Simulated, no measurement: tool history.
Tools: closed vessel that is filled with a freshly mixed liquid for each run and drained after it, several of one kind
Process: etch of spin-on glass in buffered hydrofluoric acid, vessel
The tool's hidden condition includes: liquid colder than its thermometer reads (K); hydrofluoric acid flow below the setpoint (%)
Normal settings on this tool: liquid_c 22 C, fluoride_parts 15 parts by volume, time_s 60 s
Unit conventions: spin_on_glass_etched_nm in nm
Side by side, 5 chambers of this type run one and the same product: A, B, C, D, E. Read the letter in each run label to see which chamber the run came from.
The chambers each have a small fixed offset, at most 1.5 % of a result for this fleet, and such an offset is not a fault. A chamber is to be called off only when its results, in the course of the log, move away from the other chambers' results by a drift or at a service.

run	hour	liquid_c	fluoride_parts	time_s	hours since the thermometer was replaced	hours since the hydrofluoric acid flow meter was replaced	read-back film thickness of the spin-on glass reference wafer, read on the same gauge (nm)	spin_on_glass_etched_nm
1A	6.5	22	15	60	814.7	504.7	140	201.58
2C	12.6	22	15	60	2310.9	1067.8	140	199.91
3E	20	22	15	60	628.4	404.2	139.99	198.61
4B	23.6	22	15	60	342.4	853.5	140.04	200.61
# hour 26.1: chamber D: thermometer replaced
5D	27.4	22	15	60	1.3	925	140	201.63
6C	34.1	22	15	60	2332.4	1089.3	140.01	202.67
7D	41.7	22	9	60	15.6	939.3	139.98	326.78
8E	46	22	9	60	654.4	430.2	140.03	318.14
9B	52	22	9	60	370.8	881.9	139.97	315.25
10A	58.9	22	9	60	867.1	557.1	140	309.15
11E	66.7	22	9	60	675.1	450.9	140.02	319.02
12C	73.3	22	15	60	2371.6	1128.5	140	200.57
# hour 73.8: chamber B: hydrofluoric acid flow meter replaced
13B	81.1	22	15	60	399.9	7.3	139.99	195.43
14A	86.9	22	15	60	895.1	585.1	140.04	196.72
15D	92.8	22	15	60	66.7	990.4	140.03	200.2
16E	98.9	22	15	60	707.3	483.1	139.98	199.54
17B	105.2	22	15	60	424	31.4	140.02	190.84
18C	112.9	25	15	60	2411.2	1168.1	139.99	237.59
19D	118	25	15	60	91.9	1015.6	139.98	238.84
20A	124.9	25	15	60	933.1	623.1	139.97	233.04
21E	129.9	25	15	60	738.3	514.1	139.99	236.21
22A	134.6	25	15	60	942.8	632.8	139.97	233.58
23B	141.1	22	15	60	459.9	67.3	140	188.33
24C	146.7	22	15	50	2445	1201.9	140	168.64
25D	153	22	15	50	126.9	1050.6	140.01	166.14
26D	158	22	15	50	131.9	1055.6	139.97	167.76
# hour 159.6: chamber A: hydrofluoric acid flow meter replaced
27C	164.9	22	15	50	2463.2	1220.1	140	167.98
28B	171.1	22	15	50	489.9	97.3	140.02	154.15
29A	174.8	22	15	60	983	15.2	139.99	199.51
30E	181.4	22	15	60	789.8	565.6	140	200.34
31B	186.8	22	15	60	505.6	113	140.03	185.04
32D	191.4	22	15	60	165.3	1089	140.04	200.78
33A	195.5	22	15	85	1003.7	35.9	139.97	280.27

All chambers now run identical settings, listed one chamber a line with results as question marks. What results will each chamber show?
34A	201.2	22	15	60				?
34B	201.2	22	15	60				?
34C	201.2	22	15	60				?
34D	201.2	22	15	60				?
34E	201.2	22	15	60				?

run	spin_on_glass_etched_nm
34A	197.07
34B	182.05
34C	198.3
34D	200.51
34E	201.07
